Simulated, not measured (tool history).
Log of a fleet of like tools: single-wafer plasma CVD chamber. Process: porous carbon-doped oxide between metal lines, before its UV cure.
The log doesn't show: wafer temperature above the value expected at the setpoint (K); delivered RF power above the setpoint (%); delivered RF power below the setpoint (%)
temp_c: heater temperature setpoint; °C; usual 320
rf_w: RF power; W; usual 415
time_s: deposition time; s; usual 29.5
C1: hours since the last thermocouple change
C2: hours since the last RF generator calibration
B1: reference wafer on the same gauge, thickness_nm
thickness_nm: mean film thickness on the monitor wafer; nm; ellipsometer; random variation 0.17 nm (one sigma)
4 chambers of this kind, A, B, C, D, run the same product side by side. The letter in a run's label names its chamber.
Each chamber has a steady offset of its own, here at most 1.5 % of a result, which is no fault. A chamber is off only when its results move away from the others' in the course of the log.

{"run": "1B", "hour": 7.9, "temp_c": 320, "rf_w": 415, "time_s": 29.5, "C1": 829.3, "C2": 523.1, "B1": 147.05, "thickness_nm": 124.05}
{"run": "2D", "hour": 22.2, "temp_c": 320, "rf_w": 415, "time_s": 29.5, "C1": 505.1, "C2": 1633.9, "B1": 146.91, "thickness_nm": 125.94}
{"run": "3C", "hour": 31.2, "temp_c": 320, "rf_w": 415, "time_s": 29.5, "C1": 1736.7, "C2": 889.4, "B1": 146.96, "thickness_nm": 123.48}
{"run": "4A", "hour": 42.5, "temp_c": 320, "rf_w": 415, "time_s": 29.5, "C1": 1652.7, "C2": 269.9, "B1": 146.89, "thickness_nm": 124.51}
{"run": "5B", "hour": 53.7, "temp_c": 320, "rf_w": 490, "time_s": 25.8, "C1": 875.1, "C2": 568.9, "B1": 146.94, "thickness_nm": 122.99}
{"run": "6C", "hour": 68.4, "temp_c": 320, "rf_w": 490, "time_s": 25.8, "C1": 1773.9, "C2": 926.6, "B1": 146.87, "thickness_nm": 122.26}
{"run": "7A", "hour": 78.3, "temp_c": 320, "rf_w": 490, "time_s": 25.8, "C1": 1688.5, "C2": 305.7, "B1": 146.85, "thickness_nm": 122.97}
{"run": "8D", "hour": 87.2, "temp_c": 320, "rf_w": 490, "time_s": 25.8, "C1": 570.1, "C2": 1698.9, "B1": 146.81, "thickness_nm": 124.94}
{"run": "9A", "hour": 102.2, "temp_c": 320, "rf_w": 415, "time_s": 29.5, "C1": 1712.4, "C2": 329.6, "B1": 146.75, "thickness_nm": 124.36}
{"run": "10D", "hour": 112.9, "temp_c": 320, "rf_w": 415, "time_s": 29.5, "C1": 595.8, "C2": 1724.6, "B1": 146.68, "thickness_nm": 125.81}
{"run": "11B", "hour": 122.9, "temp_c": 320, "rf_w": 415, "time_s": 29.5, "C1": 944.3, "C2": 638.1, "B1": 146.7, "thickness_nm": 123.97}
{"run": "12C", "hour": 132.2, "temp_c": 320, "rf_w": 415, "time_s": 24.7, "C1": 1837.7, "C2": 990.4, "B1": 146.72, "thickness_nm": 104.13}
{"run": "13B", "hour": 144.0, "temp_c": 320, "rf_w": 415, "time_s": 24.7, "C1": 965.4, "C2": 659.2, "B1": 146.68, "thickness_nm": 104.33}
{"run": "14D", "hour": 154.5, "temp_c": 320, "rf_w": 415, "time_s": 24.7, "C1": 637.4, "C2": 1766.2, "B1": 146.58, "thickness_nm": 105.65}
{"run": "15A", "hour": 169.3, "temp_c": 320, "rf_w": 415, "time_s": 24.7, "C1": 1779.5, "C2": 396.7, "B1": 146.53, "thickness_nm": 104.5}
{"run": "16C", "hour": 183.0, "temp_c": 320, "rf_w": 415, "time_s": 29.5, "C1": 1888.5, "C2": 1041.2, "B1": 146.54, "thickness_nm": 123.31}
{"run": "17B", "hour": 194.3, "temp_c": 320, "rf_w": 415, "time_s": 29.5, "C1": 1015.7, "C2": 709.5, "B1": 146.52, "thickness_nm": 123.78}
{"run": "18C", "hour": 202.2, "temp_c": 320, "rf_w": 415, "time_s": 29.5, "C1": 1907.7, "C2": 1060.4, "B1": 146.49, "thickness_nm": 123.1}
{"run": "19A", "hour": 212.5, "temp_c": 320, "rf_w": 415, "time_s": 29.5, "C1": 1822.7, "C2": 439.9, "B1": 146.47, "thickness_nm": 123.8}
{"run": "20D", "hour": 226.5, "temp_c": 320, "rf_w": 415, "time_s": 29.5, "C1": 709.4, "C2": 1838.2, "B1": 146.43, "thickness_nm": 125.41}
{"run": "21A", "hour": 239.4, "temp_c": 328, "rf_w": 415, "time_s": 29.5, "C1": 1849.6, "C2": 466.8, "B1": 146.39, "thickness_nm": 118.99}
{"run": "22B", "hour": 252.2, "temp_c": 328, "rf_w": 415, "time_s": 29.5, "C1": 1073.6, "C2": 767.4, "B1": 146.31, "thickness_nm": 118.95}
{"run": "23D", "hour": 261.8, "temp_c": 328, "rf_w": 415, "time_s": 29.5, "C1": 744.7, "C2": 1873.5, "B1": 146.28, "thickness_nm": 120.8}
{"run": "24C", "hour": 275.6, "temp_c": 328, "rf_w": 415, "time_s": 29.5, "C1": 1981.1, "C2": 1133.8, "B1": 146.28, "thickness_nm": 118.06}
{"run": "25A", "hour": 286.3, "temp_c": 320, "rf_w": 415, "time_s": 29.5, "C1": 1896.5, "C2": 513.7, "B1": 146.27, "thickness_nm": 124.03}
{"run": "26D", "hour": 298.1, "temp_c": 320, "rf_w": 415, "time_s": 29.5, "C1": 781, "C2": 1909.8, "B1": 146.28, "thickness_nm": 125.49}
{"run": "27B", "hour": 311.7, "temp_c": 320, "rf_w": 415, "time_s": 29.5, "C1": 1133.1, "C2": 826.9, "B1": 146.2, "thickness_nm": 123.39}

Next, every chamber runs the same settings. What will each give?
{"run": "28A", "hour": 322.9, "temp_c": 320, "rf_w": 355, "time_s": 29.5, "thickness_nm": "?"}
{"run": "28B", "hour": 322.9, "temp_c": 320, "rf_w": 355, "time_s": 29.5, "thickness_nm": "?"}
{"run": "28C", "hour": 322.9, "temp_c": 320, "rf_w": 355, "time_s": 29.5, "thickness_nm": "?"}
{"run": "28D", "hour": 322.9, "temp_c": 320, "rf_w": 355, "time_s": 29.5, "thickness_nm": "?"}

run=28A thickness_nm=109.66
run=28B thickness_nm=108.97
run=28C thickness_nm=108.45
run=28D thickness_nm=110.41
